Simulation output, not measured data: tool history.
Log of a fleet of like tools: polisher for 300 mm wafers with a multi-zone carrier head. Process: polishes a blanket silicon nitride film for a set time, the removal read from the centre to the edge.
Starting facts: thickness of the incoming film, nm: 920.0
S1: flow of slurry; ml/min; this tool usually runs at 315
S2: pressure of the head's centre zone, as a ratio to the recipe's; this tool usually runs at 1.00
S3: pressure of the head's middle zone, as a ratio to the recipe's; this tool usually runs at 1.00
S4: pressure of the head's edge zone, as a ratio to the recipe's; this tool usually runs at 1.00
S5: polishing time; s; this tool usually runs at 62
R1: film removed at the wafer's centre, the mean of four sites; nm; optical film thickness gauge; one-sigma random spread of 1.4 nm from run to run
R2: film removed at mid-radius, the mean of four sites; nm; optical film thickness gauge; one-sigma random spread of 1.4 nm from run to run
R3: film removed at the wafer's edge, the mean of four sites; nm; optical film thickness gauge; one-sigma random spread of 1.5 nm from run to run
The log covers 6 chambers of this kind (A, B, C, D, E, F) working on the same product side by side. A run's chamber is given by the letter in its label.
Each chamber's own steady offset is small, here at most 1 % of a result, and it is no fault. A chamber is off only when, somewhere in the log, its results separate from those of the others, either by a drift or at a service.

{"hour": 1.3, "done": "chamber A: worn pad replaced by a new one"}
{"run": "1E", "hour": 4.5, "S1": 315, "S2": 1.0, "S3": 1.0, "S4": 1.0, "S5": 62, "R1": 104.02, "R2": 106.53, "R3": 99.95}
{"hour": 8.1, "done": "chamber E: worn pad replaced by a new one"}
{"run": "2F", "hour": 9.8, "S1": 315, "S2": 1.0, "S3": 1.0, "S4": 1.0, "S5": 62, "R1": 103.11, "R2": 103.7, "R3": 104.91}
{"run": "3B", "hour": 18.2, "S1": 315, "S2": 1.0, "S3": 1.0, "S4": 1.0, "S5": 62, "R1": 102.36, "R2": 104.03, "R3": 105.49}
{"run": "4A", "hour": 24.3, "S1": 315, "S2": 1.0, "S3": 1.0, "S4": 1.0, "S5": 62, "R1": 101.98, "R2": 102.97, "R3": 103.99}
{"run": "5C", "hour": 28.7, "S1": 315, "S2": 1.0, "S3": 1.0, "S4": 1.0, "S5": 47, "R1": 80.841, "R2": 79.047, "R3": 78.854}
{"hour": 33.1, "done": "chamber F: worn pad replaced by a new one"}
{"hour": 33.2, "done": "chamber C: worn pad replaced by a new one"}
{"run": "6D", "hour": 34.8, "S1": 315, "S2": 1.0, "S3": 1.0, "S4": 1.0, "S5": 47, "R1": 78.678, "R2": 77.393, "R3": 77.914}
{"hour": 39.2, "done": "chamber B: worn pad replaced by a new one"}
{"run": "7F", "hour": 42.8, "S1": 315, "S2": 1.0, "S3": 1.0, "S4": 1.0, "S5": 47, "R1": 76.706, "R2": 78.074, "R3": 77.55}
{"run": "8D", "hour": 50.3, "S1": 315, "S2": 1.0, "S3": 1.0, "S4": 1.0, "S5": 47, "R1": 77.771, "R2": 78.714, "R3": 79.41}
{"hour": 52.6, "done": "chamber A: edge zone pressure recalibrated"}
{"run": "9B", "hour": 57.2, "S1": 315, "S2": 1.0, "S3": 1.0, "S4": 1.0, "S5": 47, "R1": 79.469, "R2": 79.226, "R3": 78.461}
{"run": "10E", "hour": 63.0, "S1": 315, "S2": 1.0, "S3": 1.0, "S4": 1.0, "S5": 47, "R1": 79.036, "R2": 78.314, "R3": 77.523}
{"run": "11C", "hour": 68.8, "S1": 315, "S2": 1.0, "S3": 1.0, "S4": 1.0, "S5": 62, "R1": 103.95, "R2": 101.79, "R3": 104.47}
{"run": "12A", "hour": 74.2, "S1": 315, "S2": 1.0, "S3": 1.0, "S4": 1.0, "S5": 62, "R1": 101.7, "R2": 104.27, "R3": 102.17}
{"run": "13E", "hour": 81.5, "S1": 315, "S2": 1.0, "S3": 1.09, "S4": 0.93, "S5": 62, "R1": 101.39, "R2": 109.22, "R3": 101.09}
{"hour": 82.2, "done": "chamber F: worn pad replaced by a new one"}
{"hour": 82.3, "done": "chamber B: worn pad replaced by a new one"}
{"hour": 83.6, "done": "chamber C: slurry nozzle cleaned"}
{"hour": 84.7, "done": "chamber E: worn pad replaced by a new one"}
{"run": "14F", "hour": 85.6, "S1": 315, "S2": 1.0, "S3": 1.09, "S4": 0.93, "S5": 62, "R1": 104.09, "R2": 111.72, "R3": 98.887}
{"hour": 89.9, "done": "chamber A: worn pad replaced by a new one"}
{"hour": 93.5, "done": "chamber F: edge zone pressure recalibrated"}
{"hour": 93.6, "done": "chamber B: centre zone pressure recalibrated"}
{"run": "15C", "hour": 93.7, "S1": 315, "S2": 1.0, "S3": 1.09, "S4": 0.93, "S5": 62, "R1": 104.04, "R2": 111.87, "R3": 98.902}
{"run": "16D", "hour": 99.1, "S1": 315, "S2": 1.0, "S3": 1.09, "S4": 0.93, "S5": 62, "R1": 98.623, "R2": 110.04, "R3": 98.196}
{"hour": 100.7, "done": "chamber C: worn pad replaced by a new one"}
{"run": "17B", "hour": 103.0, "S1": 315, "S2": 1.0, "S3": 1.09, "S4": 0.93, "S5": 62, "R1": 103.03, "R2": 112.18, "R3": 99.663}
{"run": "18A", "hour": 111.2, "S1": 315, "S2": 1.0, "S3": 1.09, "S4": 0.93, "S5": 62, "R1": 101.13, "R2": 110.55, "R3": 98.77}
{"run": "19F", "hour": 119.8, "S1": 315, "S2": 1.0, "S3": 1.0, "S4": 1.0, "S5": 62, "R1": 101.27, "R2": 104.5, "R3": 103.96}
{"hour": 123.8, "done": "chamber F: worn pad replaced by a new one"}
{"hour": 124.9, "done": "chamber E: slurry nozzle cleaned"}
{"run": "20D", "hour": 126.0, "S1": 315, "S2": 1.0, "S3": 1.0, "S4": 1.0, "S5": 62, "R1": 97.021, "R2": 97.505, "R3": 98.738}
{"run": "21C", "hour": 131.7, "S1": 315, "S2": 1.12, "S3": 1.11, "S4": 1.0, "S5": 62, "R1": 118.35, "R2": 113.5, "R3": 106.01}
{"hour": 132.5, "done": "chamber B: worn pad replaced by a new one"}
{"run": "22E", "hour": 136.7, "S1": 315, "S2": 1.12, "S3": 1.11, "S4": 1.0, "S5": 62, "R1": 115.59, "R2": 115.13, "R3": 102.73}
{"hour": 137.9, "done": "chamber A: slurry nozzle cleaned"}
{"hour": 140.5, "done": "chamber D: centre zone pressure recalibrated"}
{"run": "23A", "hour": 141.7, "S1": 315, "S2": 1.12, "S3": 1.11, "S4": 1.0, "S5": 62, "R1": 114.01, "R2": 114.78, "R3": 100.79}
{"run": "24B", "hour": 148.6, "S1": 315, "S2": 1.12, "S3": 1.11, "S4": 1.0, "S5": 62, "R1": 117.05, "R2": 116.46, "R3": 105.25}
{"hour": 153.5, "done": "chamber E: worn pad replaced by a new one"}
{"run": "25D", "hour": 155.4, "S1": 315, "S2": 1.12, "S3": 1.11, "S4": 1.0, "S5": 62, "R1": 108.36, "R2": 106.89, "R3": 97.045}
{"hour": 159.4, "done": "chamber C: worn pad replaced by a new one"}
{"run": "26B", "hour": 160.3, "S1": 315, "S2": 1.12, "S3": 1.11, "S4": 1.0, "S5": 62, "R1": 115.14, "R2": 118.72, "R3": 106.57}
{"hour": 163.1, "done": "chamber A: worn pad replaced by a new one"}
{"run": "27E", "hour": 166.9, "S1": 315, "S2": 1.0, "S3": 1.0, "S4": 1.09, "S5": 49, "R1": 79.177, "R2": 80.432, "R3": 87.03}
{"hour": 169.4, "done": "chamber F: worn pad replaced by a new one"}
{"run": "28F", "hour": 171.1, "S1": 315, "S2": 1.0, "S3": 1.0, "S4": 1.09, "S5": 49, "R1": 79.234, "R2": 82.448, "R3": 86.468}
{"hour": 174.8, "done": "chamber B: worn pad replaced by a new one"}
{"run": "29A", "hour": 178.8, "S1": 315, "S2": 1.0, "S3": 1.0, "S4": 1.09, "S5": 49, "R1": 81.064, "R2": 80.231, "R3": 83.469}
{"run": "30C", "hour": 183.0, "S1": 315, "S2": 1.0, "S3": 1.0, "S4": 1.09, "S5": 49, "R1": 83.789, "R2": 81.971, "R3": 87.404}
{"hour": 184.6, "done": "chamber B: slurry nozzle cleaned"}
{"run": "31F", "hour": 191.8, "S1": 315, "S2": 1.0, "S3": 1.0, "S4": 1.09, "S5": 49, "R1": 81.207, "R2": 81.631, "R3": 86.876}
{"run": "32E", "hour": 199.7, "S1": 315, "S2": 1.0, "S3": 1.0, "S4": 1.09, "S5": 49, "R1": 79.556, "R2": 83.333, "R3": 84.99}
{"run": "33C", "hour": 208.6, "S1": 265, "S2": 1.09, "S3": 1.0, "S4": 1.0, "S5": 62, "R1": 111.38, "R2": 100.41, "R3": 100.68}
{"hour": 213.5, "done": "chamber C: worn pad replaced by a new one"}
{"run": "34B", "hour": 217.2, "S1": 265, "S2": 1.09, "S3": 1.0, "S4": 1.0, "S5": 62, "R1": 109.5, "R2": 102.75, "R3": 102.82}
{"run": "35D", "hour": 222.6, "S1": 265, "S2": 1.09, "S3": 1.0, "S4": 1.0, "S5": 62, "R1": 100.91, "R2": 92.356, "R3": 93.5}
{"run": "36A", "hour": 230.3, "S1": 265, "S2": 1.09, "S3": 1.0, "S4": 1.0, "S5": 62, "R1": 112.47, "R2": 100.72, "R3": 103.42}
{"run": "37D", "hour": 238.2, "S1": 265, "S2": 1.09, "S3": 1.0, "S4": 1.0, "S5": 62, "R1": 101.4, "R2": 89.38, "R3": 89.698}
{"run": "38C", "hour": 243.8, "S1": 265, "S2": 1.09, "S3": 1.0, "S4": 1.0, "S5": 62, "R1": 114.28, "R2": 104.16, "R3": 103.81}

All 6 chambers run these settings next. Forecast each chamber's results:
{"run": "39A", "hour": 250.2, "S1": 315, "S2": 1.0, "S3": 1.0, "S4": 1.0, "S5": 62, "R1": "?", "R2": "?", "R3": "?"}
{"run": "39B", "hour": 250.2, "S1": 315, "S2": 1.0, "S3": 1.0, "S4": 1.0, "S5": 62, "R1": "?", "R2": "?", "R3": "?"}
{"run": "39C", "hour": 250.2, "S1": 315, "S2": 1.0, "S3": 1.0, "S4": 1.0, "S5": 62, "R1": "?", "R2": "?", "R3": "?"}
{"run": "39D", "hour": 250.2, "S1": 315, "S2": 1.0, "S3": 1.0, "S4": 1.0, "S5": 62, "R1": "?", "R2": "?", "R3": "?"}
{"run": "39E", "hour": 250.2, "S1": 315, "S2": 1.0, "S3": 1.0, "S4": 1.0, "S5": 62, "R1": "?", "R2": "?", "R3": "?"}
{"run": "39F", "hour": 250.2, "S1": 315, "S2": 1.0, "S3": 1.0, "S4": 1.0, "S5": 62, "R1": "?", "R2": "?", "R3": "?"}

run=39A R1=103.890 R2=104.270 R3=102.340
run=39B R1=100.670 R2=104.700 R3=105.380
run=39C R1=106.040 R2=103.970 R3=103.130
run=39D R1=89.418 R2=88.905 R3=91.533
run=39E R1=106.270 R2=101.700 R3=103.170
run=39F R1=101.770 R2=102.950 R3=104.460
